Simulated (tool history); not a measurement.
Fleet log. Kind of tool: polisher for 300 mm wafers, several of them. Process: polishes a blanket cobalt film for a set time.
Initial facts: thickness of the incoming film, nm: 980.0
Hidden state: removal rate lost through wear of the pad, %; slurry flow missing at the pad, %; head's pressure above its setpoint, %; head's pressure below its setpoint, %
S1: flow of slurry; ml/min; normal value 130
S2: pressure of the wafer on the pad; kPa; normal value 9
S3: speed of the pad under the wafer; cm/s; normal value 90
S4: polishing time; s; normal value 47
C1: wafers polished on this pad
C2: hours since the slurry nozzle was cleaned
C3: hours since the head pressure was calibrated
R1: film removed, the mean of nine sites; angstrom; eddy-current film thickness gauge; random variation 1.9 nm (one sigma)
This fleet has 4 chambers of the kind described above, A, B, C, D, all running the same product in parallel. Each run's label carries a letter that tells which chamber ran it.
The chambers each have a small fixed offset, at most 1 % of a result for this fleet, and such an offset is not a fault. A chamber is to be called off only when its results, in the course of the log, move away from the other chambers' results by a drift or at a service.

{"hour": 1.7, "done": "chamber D: worn pad replaced by a new one"}
{"run": "1C", "hour": 6.2, "S1": 130, "S2": 9, "S3": 90, "S4": 47, "C1": 934, "C2": 564.1, "C3": 130.1, "R1": 1666.5}
{"hour": 12.1, "done": "chamber C: worn pad replaced by a new one"}
{"run": "2B", "hour": 12.6, "S1": 130, "S2": 9, "S3": 90, "S4": 47, "C1": 285, "C2": 227.2, "C3": 741.2, "R1": 1672.1}
{"run": "3A", "hour": 20.8, "S1": 130, "S2": 9, "S3": 90, "S4": 47, "C1": 1188, "C2": 327.8, "C3": 42.3, "R1": 1658.7}
{"hour": 21.5, "done": "chamber C: slurry nozzle cleaned"}
{"run": "4D", "hour": 33.6, "S1": 130, "S2": 9, "S3": 90, "S4": 47, "C1": 307, "C2": 59.1, "C3": 208, "R1": 1702.8}
{"hour": 33.9, "done": "chamber A: worn pad replaced by a new one"}
{"hour": 44.2, "done": "chamber A: slurry nozzle cleaned"}
{"run": "5A", "hour": 46.3, "S1": 130, "S2": 9, "S3": 90, "S4": 47, "C1": 119, "C2": 2.1, "C3": 67.8, "R1": 1630.3}
{"run": "6B", "hour": 53.2, "S1": 130, "S2": 9, "S3": 90, "S4": 47, "C1": 675, "C2": 267.8, "C3": 781.8, "R1": 1664.8}
{"hour": 59.2, "done": "chamber D: worn pad replaced by a new one"}
{"run": "7C", "hour": 64.1, "S1": 130, "S2": 9, "S3": 90, "S4": 47, "C1": 501, "C2": 42.6, "C3": 188, "R1": 1658.7}
{"run": "8D", "hour": 73.9, "S1": 130, "S2": 9, "S3": 90, "S4": 47, "C1": 141, "C2": 99.4, "C3": 248.3, "R1": 1666.1}
{"run": "9B", "hour": 85.9, "S1": 95, "S2": 9, "S3": 90, "S4": 47, "C1": 990, "C2": 300.5, "C3": 814.5, "R1": 1541.2}
{"hour": 93.2, "done": "chamber C: worn pad replaced by a new one"}
{"run": "10A", "hour": 94.6, "S1": 95, "S2": 9, "S3": 90, "S4": 47, "C1": 584, "C2": 50.4, "C3": 116.1, "R1": 1542.8}
{"run": "11D", "hour": 103.2, "S1": 95, "S2": 9, "S3": 90, "S4": 47, "C1": 423, "C2": 128.7, "C3": 277.6, "R1": 1549.2}
{"hour": 105.6, "done": "chamber B: worn pad replaced by a new one"}
{"run": "12C", "hour": 111.5, "S1": 95, "S2": 9, "S3": 90, "S4": 47, "C1": 176, "C2": 90, "C3": 235.4, "R1": 1550.9}
{"run": "13C", "hour": 121.4, "S1": 100, "S2": 9, "S3": 90, "S4": 60, "C1": 272, "C2": 99.9, "C3": 245.3, "R1": 2039.2}
{"hour": 122.2, "done": "chamber D: worn pad replaced by a new one"}
{"run": "14B", "hour": 129.6, "S1": 100, "S2": 9, "S3": 90, "S4": 60, "C1": 231, "C2": 344.2, "C3": 858.2, "R1": 1951.6}
{"run": "15D", "hour": 140.8, "S1": 100, "S2": 9, "S3": 90, "S4": 60, "C1": 179, "C2": 166.3, "C3": 315.2, "R1": 2003.7}
{"run": "16A", "hour": 153.0, "S1": 100, "S2": 9, "S3": 90, "S4": 60, "C1": 1146, "C2": 108.8, "C3": 174.5, "R1": 1956.9}
{"run": "17A", "hour": 159.7, "S1": 110, "S2": 9, "S3": 62, "S4": 47, "C1": 1211, "C2": 115.5, "C3": 181.2, "R1": 1092.4}
{"hour": 168.3, "done": "chamber A: worn pad replaced by a new one"}
{"run": "18B", "hour": 170.9, "S1": 110, "S2": 9, "S3": 62, "S4": 47, "C1": 629, "C2": 385.5, "C3": 899.5, "R1": 1032}
{"hour": 174.5, "done": "chamber C: worn pad replaced by a new one"}
{"hour": 175.5, "done": "chamber D: worn pad replaced by a new one"}
{"run": "19D", "hour": 179.8, "S1": 110, "S2": 9, "S3": 62, "S4": 47, "C1": 42, "C2": 205.3, "C3": 354.2, "R1": 1125.7}
{"run": "20C", "hour": 189.9, "S1": 110, "S2": 9, "S3": 62, "S4": 47, "C1": 148, "C2": 168.4, "C3": 313.8, "R1": 1118.7}
{"run": "21A", "hour": 197.7, "S1": 130, "S2": 9, "S3": 90, "S4": 47, "C1": 283, "C2": 153.5, "C3": 219.2, "R1": 1670.9}
{"run": "22B", "hour": 203.4, "S1": 130, "S2": 9, "S3": 90, "S4": 47, "C1": 941, "C2": 418, "C3": 932, "R1": 1555.9}
{"run": "23C", "hour": 215.0, "S1": 130, "S2": 9, "S3": 90, "S4": 47, "C1": 390, "C2": 193.5, "C3": 338.9, "R1": 1665.1}
{"run": "24D", "hour": 225.3, "S1": 130, "S2": 9, "S3": 102, "S4": 47, "C1": 480, "C2": 250.8, "C3": 399.7, "R1": 1912.9}
{"run": "25A", "hour": 234.1, "S1": 130, "S2": 9, "S3": 102, "S4": 47, "C1": 633, "C2": 189.9, "C3": 255.6, "R1": 1893.2}

All 4 chambers run these settings next. Forecast each chamber's results:
{"run": "26A", "hour": 243.5, "S1": 130, "S2": 6.9, "S3": 90, "S4": 47, "R1": "?"}
{"run": "26B", "hour": 243.5, "S1": 130, "S2": 6.9, "S3": 90, "S4": 47, "R1": "?"}
{"run": "26C", "hour": 243.5, "S1": 130, "S2": 6.9, "S3": 90, "S4": 47, "R1": "?"}
{"run": "26D", "hour": 243.5, "S1": 130, "S2": 6.9, "S3": 90, "S4": 47, "R1": "?"}

run=26A R1=1287.5
run=26B R1=1166.2
run=26C R1=1284.2
run=26D R1=1266.4

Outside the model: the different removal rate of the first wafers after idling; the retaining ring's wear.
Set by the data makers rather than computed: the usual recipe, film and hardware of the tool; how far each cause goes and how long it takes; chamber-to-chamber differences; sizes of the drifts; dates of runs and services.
